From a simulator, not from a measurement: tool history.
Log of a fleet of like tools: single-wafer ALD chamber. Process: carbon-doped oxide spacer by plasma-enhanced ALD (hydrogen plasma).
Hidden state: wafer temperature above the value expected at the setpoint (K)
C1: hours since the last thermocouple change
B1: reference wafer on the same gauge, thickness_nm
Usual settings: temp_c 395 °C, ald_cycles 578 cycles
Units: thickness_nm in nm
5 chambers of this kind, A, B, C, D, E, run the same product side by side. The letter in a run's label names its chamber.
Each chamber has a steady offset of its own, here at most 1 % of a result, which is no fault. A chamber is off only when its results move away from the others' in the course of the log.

Run 1E, hour 4.1: usual settings; C1 734.5; B1 24.405. Result: thickness_nm 28.710 nm.
Run 2D, hour 8.9: usual settings; C1 88.6; B1 24.413. Result: thickness_nm 29.104 nm.
Run 3C, hour 14.0: usual settings; C1 1786.5; B1 24.392. Result: thickness_nm 28.592 nm.
Run 4A, hour 18.2: usual settings; C1 1934.3; B1 24.408. Result: thickness_nm 28.764 nm.
Run 5B, hour 22.3: usual settings; C1 898.7; B1 24.403. Result: thickness_nm 28.786 nm.
Run 6D, hour 27.8: usual settings; C1 107.5; B1 24.409. Result: thickness_nm 29.046 nm.
At hour 30.6: chamber C: thermocouple changed; heater temperature recalibrated.
Run 7A, hour 32.8: usual settings; C1 1948.9; B1 24.410. Result: thickness_nm 28.622 nm.
Run 8B, hour 36.7: usual settings; C1 913.1; B1 24.393. Result: thickness_nm 28.733 nm.
Run 9E, hour 40.2: usual settings; C1 770.6; B1 24.412. Result: thickness_nm 28.930 nm.
Run 10C, hour 44.8: usual settings; C1 14.3; B1 24.408. Result: thickness_nm 28.889 nm.
Run 11C, hour 48.1: usual settings; C1 17.6; B1 24.393. Result: thickness_nm 28.720 nm.
Run 12E, hour 50.7: usual settings but temp_c 385 °C, ald_cycles 466 cycles; C1 781.1; B1 24.381. Result: thickness_nm 23.296 nm.
Run 13A, hour 55.5: usual settings but temp_c 385 °C, ald_cycles 466 cycles; C1 1971.6; B1 24.374. Result: thickness_nm 23.153 nm.
Run 14B, hour 60.5: usual settings but temp_c 385 °C, ald_cycles 466 cycles; C1 936.9; B1 24.405. Result: thickness_nm 23.109 nm.
Run 15D, hour 63.6: usual settings but temp_c 385 °C, ald_cycles 466 cycles; C1 143.3; B1 24.424. Result: thickness_nm 23.384 nm.
Run 16B, hour 69.2: usual settings but temp_c 385 °C, ald_cycles 466 cycles; C1 945.6; B1 24.373. Result: thickness_nm 23.255 nm.
Run 17C, hour 74.3: usual settings; C1 43.8; B1 24.399. Result: thickness_nm 28.838 nm.
Run 18D, hour 79.3: usual settings; C1 159.0; B1 24.367. Result: thickness_nm 29.100 nm.
Run 19A, hour 84.8: usual settings; C1 2000.9; B1 24.416. Result: thickness_nm 28.807 nm.
Run 20E, hour 89.1: usual settings; C1 819.5; B1 24.417. Result: thickness_nm 28.703 nm.
Run 21D, hour 94.0: usual settings; C1 173.7; B1 24.396. Result: thickness_nm 28.634 nm.
Run 22C, hour 97.3: usual settings; C1 66.8; B1 24.393. Result: thickness_nm 28.564 nm.
Run 23B, hour 101.8: usual settings; C1 978.2; B1 24.393. Result: thickness_nm 28.629 nm.
Run 24E, hour 106.0: usual settings; C1 836.4; B1 24.396. Result: thickness_nm 28.812 nm.
Run 25A, hour 111.5: usual settings; C1 2027.6; B1 24.375. Result: thickness_nm 28.701 nm.
Run 26E, hour 114.5: usual settings; C1 844.9; B1 24.395. Result: thickness_nm 28.758 nm.
Run 27A, hour 119.2: usual settings; C1 2035.3; B1 24.388. Result: thickness_nm 28.714 nm.
Run 28B, hour 123.7: usual settings; C1 1000.1; B1 24.390. Result: thickness_nm 28.506 nm.
Run 29C, hour 127.5: usual settings; C1 97.0; B1 24.394. Result: thickness_nm 28.774 nm.
Run 30D, hour 132.5: usual settings; C1 212.2; B1 24.403. Result: thickness_nm 28.946 nm.
Run 31D, hour 137.3: usual settings; C1 217.0; B1 24.406. Result: thickness_nm 28.857 nm.
Run 32E, hour 140.1: usual settings; C1 870.5; B1 24.392. Result: thickness_nm 28.960 nm.
Run 33C, hour 145.2: usual settings; C1 114.7; B1 24.383. Result: thickness_nm 28.747 nm.
Run 34A, hour 149.1: usual settings; C1 2065.2; B1 24.409. Result: thickness_nm 28.768 nm.
Run 35B, hour 151.5: usual settings; C1 1027.9; B1 24.416. Result: thickness_nm 28.786 nm.
Run 36C, hour 155.6: usual settings; C1 125.1; B1 24.396. Result: thickness_nm 28.719 nm.
Run 37A, hour 159.9: usual settings; C1 2076.0; B1 24.424. Result: thickness_nm 28.801 nm.
Run 38D, hour 164.6: usual settings; C1 244.3; B1 24.397. Result: thickness_nm 29.143 nm.
Run 39E, hour 169.8: usual settings; C1 900.2; B1 24.444. Result: thickness_nm 28.932 nm.
Run 40B, hour 174.2: usual settings; C1 1050.6; B1 24.400. Result: thickness_nm 28.607 nm.
Run 41D, hour 176.8: usual settings; C1 256.5; B1 24.403. Result: thickness_nm 28.835 nm.
Run 42B, hour 180.1: usual settings; C1 1056.5; B1 24.393. Result: thickness_nm 28.660 nm.
Run 43E, hour 184.6: usual settings; C1 915.0; B1 24.374. Result: thickness_nm 28.752 nm.
Run 44C, hour 187.2: usual settings; C1 156.7; B1 24.395. Result: thickness_nm 28.768 nm.

Next, every chamber runs the same settings. What will each give?
Run 45A, hour 191.2: usual settings. Result: thickness_nm ?.
Run 45B, hour 191.2: usual settings. Result: thickness_nm ?.
Run 45C, hour 191.2: usual settings. Result: thickness_nm ?.
Run 45D, hour 191.2: usual settings. Result: thickness_nm ?.
Run 45E, hour 191.2: usual settings. Result: thickness_nm ?.

run  thickness_nm
45A        28.556
45B        28.586
45C        28.768
45D        28.766
45E        28.723

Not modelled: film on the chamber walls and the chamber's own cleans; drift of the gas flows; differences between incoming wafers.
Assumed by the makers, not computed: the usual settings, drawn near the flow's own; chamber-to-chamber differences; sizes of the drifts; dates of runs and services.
